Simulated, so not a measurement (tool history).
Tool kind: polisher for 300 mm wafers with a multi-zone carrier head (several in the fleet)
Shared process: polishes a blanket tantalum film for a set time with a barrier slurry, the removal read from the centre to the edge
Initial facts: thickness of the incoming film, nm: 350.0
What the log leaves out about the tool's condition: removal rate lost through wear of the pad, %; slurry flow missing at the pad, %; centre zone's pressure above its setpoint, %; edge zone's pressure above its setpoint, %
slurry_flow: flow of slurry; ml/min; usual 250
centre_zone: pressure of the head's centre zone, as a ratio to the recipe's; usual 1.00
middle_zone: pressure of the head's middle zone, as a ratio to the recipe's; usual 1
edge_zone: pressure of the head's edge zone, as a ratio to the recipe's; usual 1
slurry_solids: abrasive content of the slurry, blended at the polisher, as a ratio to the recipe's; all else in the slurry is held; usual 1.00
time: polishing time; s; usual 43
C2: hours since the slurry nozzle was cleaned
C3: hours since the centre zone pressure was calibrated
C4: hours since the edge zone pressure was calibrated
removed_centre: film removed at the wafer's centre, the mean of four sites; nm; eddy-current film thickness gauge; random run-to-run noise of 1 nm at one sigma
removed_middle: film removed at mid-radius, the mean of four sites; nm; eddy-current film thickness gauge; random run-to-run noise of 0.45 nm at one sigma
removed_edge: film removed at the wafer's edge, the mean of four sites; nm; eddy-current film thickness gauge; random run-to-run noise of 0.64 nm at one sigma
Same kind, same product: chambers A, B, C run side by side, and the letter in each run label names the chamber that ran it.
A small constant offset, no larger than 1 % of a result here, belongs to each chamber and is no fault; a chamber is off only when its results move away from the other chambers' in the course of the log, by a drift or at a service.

run 1B hour=5.6 | slurry_flow=250 centre_zone=1.00 middle_zone=1 edge_zone=1 slurry_solids=1.00 time=43 | wafers_polished_on_this_pad=303 C2=403.7 C3=732.2 C4=127.7 | removed_centre=73.087 removed_middle=72.164 removed_edge=72.416
-- hour=11.2 chamber C: edge zone pressure recalibrated
run 2A hour=15.6 | slurry_flow=250 centre_zone=1.00 middle_zone=1 edge_zone=1 slurry_solids=1.00 time=43 | wafers_polished_on_this_pad=761 C2=341.5 C3=421.9 C4=392.3 | removed_centre=72.717 removed_middle=72.075 removed_edge=72.287
run 3C hour=26.2 | slurry_flow=250 centre_zone=1.00 middle_zone=1 edge_zone=1 slurry_solids=1.00 time=43 | wafers_polished_on_this_pad=579 C2=115.4 C3=928.9 C4=15.0 | removed_centre=71.550 removed_middle=72.624 removed_edge=71.175
run 4A hour=36.1 | slurry_flow=250 centre_zone=1.00 middle_zone=1 edge_zone=1 slurry_solids=1.00 time=43 | wafers_polished_on_this_pad=988 C2=362.0 C3=442.4 C4=412.8 | removed_centre=72.158 removed_middle=72.515 removed_edge=71.965
run 5C hour=47.6 | slurry_flow=250 centre_zone=1.00 middle_zone=1 edge_zone=1 slurry_solids=1.00 time=43 | wafers_polished_on_this_pad=816 C2=136.8 C3=950.3 C4=36.4 | removed_centre=71.779 removed_middle=71.785 removed_edge=71.272
run 6B hour=58.7 | slurry_flow=250 centre_zone=1.00 middle_zone=1 edge_zone=1 slurry_solids=1.00 time=43 | wafers_polished_on_this_pad=890 C2=456.8 C3=785.3 C4=180.8 | removed_centre=74.443 removed_middle=73.587 removed_edge=71.956
-- hour=60.4 chamber B: worn pad replaced by a new one
run 7A hour=69.1 | slurry_flow=250 centre_zone=1.00 middle_zone=1 edge_zone=1 slurry_solids=1.00 time=43 | wafers_polished_on_this_pad=1353 C2=395.0 C3=475.4 C4=445.8 | removed_centre=72.084 removed_middle=72.387 removed_edge=72.161
-- hour=74.2 chamber A: worn pad replaced by a new one
run 8C hour=77.3 | slurry_flow=250 centre_zone=1.00 middle_zone=1 edge_zone=1 slurry_solids=1.00 time=43 | wafers_polished_on_this_pad=1144 C2=166.5 C3=980.0 C4=66.1 | removed_centre=71.060 removed_middle=71.184 removed_edge=71.735
run 9B hour=85.9 | slurry_flow=250 centre_zone=1.00 middle_zone=1 edge_zone=1 slurry_solids=1.00 time=43 | wafers_polished_on_this_pad=282 C2=484.0 C3=812.5 C4=208.0 | removed_centre=73.993 removed_middle=73.330 removed_edge=72.162
run 10B hour=92.8 | slurry_flow=250 centre_zone=1.00 middle_zone=1 edge_zone=1 slurry_solids=1.00 time=43 | wafers_polished_on_this_pad=359 C2=490.9 C3=819.4 C4=214.9 | removed_centre=72.279 removed_middle=73.124 removed_edge=70.822
run 11C hour=99.1 | slurry_flow=250 centre_zone=1.00 middle_zone=1 edge_zone=1 slurry_solids=1.00 time=43 | wafers_polished_on_this_pad=1385 C2=188.3 C3=1001.8 C4=87.9 | removed_centre=71.682 removed_middle=71.845 removed_edge=72.032
-- hour=101.5 chamber C: worn pad replaced by a new one
-- hour=110.7 chamber B: slurry nozzle cleaned
run 12A hour=111.4 | slurry_flow=200 centre_zone=1.00 middle_zone=1 edge_zone=1 slurry_solids=1.00 time=33 | wafers_polished_on_this_pad=411 C2=437.3 C3=517.7 C4=488.1 | removed_centre=54.202 removed_middle=54.061 removed_edge=54.269
run 13C hour=123.9 | slurry_flow=200 centre_zone=1.00 middle_zone=1 edge_zone=1 slurry_solids=1.00 time=33 | wafers_polished_on_this_pad=248 C2=213.1 C3=1026.6 C4=112.7 | removed_centre=53.735 removed_middle=54.157 removed_edge=54.415
run 14A hour=129.6 | slurry_flow=200 centre_zone=1.00 middle_zone=1 edge_zone=1 slurry_solids=1.00 time=33 | wafers_polished_on_this_pad=612 C2=455.5 C3=535.9 C4=506.3 | removed_centre=52.110 removed_middle=54.497 removed_edge=54.167
-- hour=135.1 chamber B: worn pad replaced by a new one
run 15B hour=141.4 | slurry_flow=250 centre_zone=1.00 middle_zone=1 edge_zone=1 slurry_solids=1.00 time=43 | wafers_polished_on_this_pad=70 C2=30.7 C3=868.0 C4=263.5 | removed_centre=71.727 removed_middle=72.351 removed_edge=72.883
run 16B hour=149.6 | slurry_flow=250 centre_zone=1.00 middle_zone=1 edge_zone=1 slurry_solids=1.00 time=43 | wafers_polished_on_this_pad=161 C2=38.9 C3=876.2 C4=271.7 | removed_centre=71.569 removed_middle=73.480 removed_edge=72.202
run 17A hour=159.3 | slurry_flow=250 centre_zone=1.00 middle_zone=1 edge_zone=1 slurry_solids=1.00 time=43 | wafers_polished_on_this_pad=941 C2=485.2 C3=565.6 C4=536.0 | removed_centre=71.116 removed_middle=72.145 removed_edge=71.608
run 18C hour=166.0 | slurry_flow=250 centre_zone=1.00 middle_zone=1 edge_zone=1 slurry_solids=1.00 time=43 | wafers_polished_on_this_pad=713 C2=255.2 C3=1068.7 C4=154.8 | removed_centre=72.915 removed_middle=72.167 removed_edge=71.289
-- hour=174.3 chamber B: centre zone pressure recalibrated
run 19B hour=177.1 | slurry_flow=250 centre_zone=1.00 middle_zone=1 edge_zone=1 slurry_solids=1.00 time=43 | wafers_polished_on_this_pad=465 C2=66.4 C3=2.9 C4=299.2 | removed_centre=82.043 removed_middle=73.639 removed_edge=72.275
run 20C hour=188.8 | slurry_flow=250 centre_zone=1.00 middle_zone=1 edge_zone=1 slurry_solids=1.00 time=43 | wafers_polished_on_this_pad=966 C2=278.0 C3=1091.5 C4=177.6 | removed_centre=73.025 removed_middle=72.411 removed_edge=71.555
-- hour=192.4 chamber A: worn pad replaced by a new one
run 21A hour=196.8 | slurry_flow=250 centre_zone=1.00 middle_zone=1 edge_zone=1 slurry_solids=1.00 time=43 | wafers_polished_on_this_pad=49 C2=522.7 C3=603.1 C4=573.5 | removed_centre=71.997 removed_middle=72.616 removed_edge=72.726
-- hour=199.5 chamber B: worn pad replaced by a new one
run 22B hour=206.7 | slurry_flow=250 centre_zone=0.89 middle_zone=1 edge_zone=1 slurry_solids=1.00 time=43 | wafers_polished_on_this_pad=79 C2=96.0 C3=32.5 C4=328.8 | removed_centre=71.645 removed_middle=72.294 removed_edge=73.521
run 23A hour=214.0 | slurry_flow=250 centre_zone=0.89 middle_zone=1 edge_zone=1 slurry_solids=1.00 time=43 | wafers_polished_on_this_pad=239 C2=539.9 C3=620.3 C4=590.7 | removed_centre=65.345 removed_middle=73.441 removed_edge=72.571
-- hour=218.5 chamber A: centre zone pressure recalibrated
-- hour=223.0 chamber C: slurry nozzle cleaned
run 24C hour=226.4 | slurry_flow=250 centre_zone=0.89 middle_zone=1 edge_zone=1 slurry_solids=1.00 time=43 | wafers_polished_on_this_pad=1381 C2=3.4 C3=1129.1 C4=215.2 | removed_centre=63.434 removed_middle=72.326 removed_edge=71.611
run 25A hour=238.8 | slurry_flow=250 centre_zone=1.00 middle_zone=1 edge_zone=1 slurry_solids=1.00 time=43 | wafers_polished_on_this_pad=514 C2=564.7 C3=20.3 C4=615.5 | removed_centre=71.161 removed_middle=72.308 removed_edge=73.102
-- hour=244.6 chamber C: worn pad replaced by a new one
run 26C hour=247.9 | slurry_flow=250 centre_zone=1.00 middle_zone=1 edge_zone=1 slurry_solids=1.00 time=43 | wafers_polished_on_this_pad=37 C2=24.9 C3=1150.6 C4=236.7 | removed_centre=72.708 removed_middle=72.335 removed_edge=72.970
run 27B hour=259.9 | slurry_flow=250 centre_zone=1.00 middle_zone=1 edge_zone=1 slurry_solids=1.00 time=43 | wafers_polished_on_this_pad=668 C2=149.2 C3=85.7 C4=382.0 | removed_centre=80.508 removed_middle=73.149 removed_edge=72.811
run 28C hour=270.5 | slurry_flow=250 centre_zone=1.00 middle_zone=1 edge_zone=1 slurry_solids=1.00 time=43 | wafers_polished_on_this_pad=287 C2=47.5 C3=1173.2 C4=259.3 | removed_centre=73.785 removed_middle=71.944 removed_edge=72.993
run 29A hour=277.6 | slurry_flow=250 centre_zone=1.00 middle_zone=1 edge_zone=1 slurry_solids=1.00 time=43 | wafers_polished_on_this_pad=943 C2=603.5 C3=59.1 C4=654.3 | removed_centre=74.350 removed_middle=72.644 removed_edge=72.392
-- hour=278.0 chamber B: worn pad replaced by a new one
run 30B hour=285.4 | slurry_flow=250 centre_zone=1.00 middle_zone=1 edge_zone=1 slurry_solids=1.00 time=43 | wafers_polished_on_this_pad=82 C2=174.7 C3=111.2 C4=407.5 | removed_centre=78.996 removed_middle=72.984 removed_edge=72.791
run 31B hour=294.9 | slurry_flow=250 centre_zone=1.00 middle_zone=1 edge_zone=1 slurry_solids=1.00 time=43 | wafers_polished_on_this_pad=187 C2=184.2 C3=120.7 C4=417.0 | removed_centre=80.293 removed_middle=73.038 removed_edge=71.895
run 32C hour=306.6 | slurry_flow=250 centre_zone=1.00 middle_zone=1 edge_zone=1 slurry_solids=1.00 time=43 | wafers_polished_on_this_pad=686 C2=83.6 C3=1209.3 C4=295.4 | removed_centre=72.781 removed_middle=72.098 removed_edge=72.070
-- hour=312.5 chamber A: worn pad replaced by a new one
-- hour=312.8 chamber A: slurry nozzle cleaned
run 33A hour=314.3 | slurry_flow=250 centre_zone=1.00 middle_zone=1 edge_zone=1 slurry_solids=1.00 time=43 | wafers_polished_on_this_pad=20 C2=1.6 C3=95.8 C4=691.0 | removed_centre=72.607 removed_middle=72.073 removed_edge=72.993
-- hour=320.3 chamber A: edge zone pressure recalibrated
run 34C hour=322.8 | slurry_flow=250 centre_zone=1.00 middle_zone=1 edge_zone=1 slurry_solids=1.00 time=43 | wafers_polished_on_this_pad=865 C2=99.8 C3=1225.5 C4=311.6 | removed_centre=73.807 removed_middle=73.065 removed_edge=71.999
run 35B hour=334.2 | slurry_flow=250 centre_zone=1.00 middle_zone=1 edge_zone=1 slurry_solids=1.00 time=43 | wafers_polished_on_this_pad=621 C2=223.5 C3=160.0 C4=456.3 | removed_centre=81.236 removed_middle=72.666 removed_edge=72.471
run 36A hour=344.7 | slurry_flow=305 centre_zone=1.00 middle_zone=1 edge_zone=1 slurry_solids=0.75 time=43 | wafers_polished_on_this_pad=357 C2=32.0 C3=126.2 C4=24.5 | removed_centre=68.166 removed_middle=67.590 removed_edge=67.464
run 37C hour=356.6 | slurry_flow=305 centre_zone=1.00 middle_zone=1 edge_zone=1 slurry_solids=0.75 time=43 | wafers_polished_on_this_pad=1239 C2=133.6 C3=1259.3 C4=345.4 | removed_centre=67.738 removed_middle=67.002 removed_edge=66.371

Is one chamber off against the others, does the gauge drift, or is nothing wrong? If a chamber is off, say which, and what the likeliest cause is.

Chamber B has stood off from the others ever since a service on it.
Cause: centre zone's pressure above its setpoint, % = 9.19.

Here are 4 candidates for chamber B's next run, each the usual settings with a change, their results left as question marks. Which one brings its results back in line with what the others give on the usual settings?
Counts as in line when no further than this from what the other chambers average on the usual settings: removed_centre 3.600 nm; removed_middle 1.500 nm; removed_edge 2.200 nm
run 38B-1 hour=365.7 | slurry_flow=245 centre_zone=0.93 middle_zone=1.01 edge_zone=1.03 slurry_solids=1.00 time=42 | removed_centre=? removed_middle=? removed_edge=?
run 38B-2 hour=365.7 | slurry_flow=240 centre_zone=0.87 middle_zone=1.01 edge_zone=1.05 slurry_solids=1.00 time=42 | removed_centre=? removed_middle=? removed_edge=?
run 38B-3 hour=365.7 | slurry_flow=260 centre_zone=1.15 middle_zone=0.97 edge_zone=0.95 slurry_solids=1.00 time=45 | removed_centre=? removed_middle=? removed_edge=?
run 38B-4 hour=365.7 | slurry_flow=255 centre_zone=1.07 middle_zone=0.99 edge_zone=0.97 slurry_solids=1.00 time=44 | removed_centre=? removed_middle=? removed_edge=?

Other chambers, usual settings, mean: removed_centre 72.138 nm; removed_middle 72.168 nm; removed_edge 71.989 nm
run=38B-1 removed_centre=71.866 removed_middle=71.631 removed_edge=71.800
run=38B-2 removed_centre=66.564 removed_middle=71.477 removed_edge=72.416
run=38B-3 removed_centre=97.820 removed_middle=74.333 removed_edge=74.130
run=38B-4 removed_centre=88.243 removed_middle=73.945 removed_edge=73.133
38B-1 puts the chamber back in line with the other chambers.

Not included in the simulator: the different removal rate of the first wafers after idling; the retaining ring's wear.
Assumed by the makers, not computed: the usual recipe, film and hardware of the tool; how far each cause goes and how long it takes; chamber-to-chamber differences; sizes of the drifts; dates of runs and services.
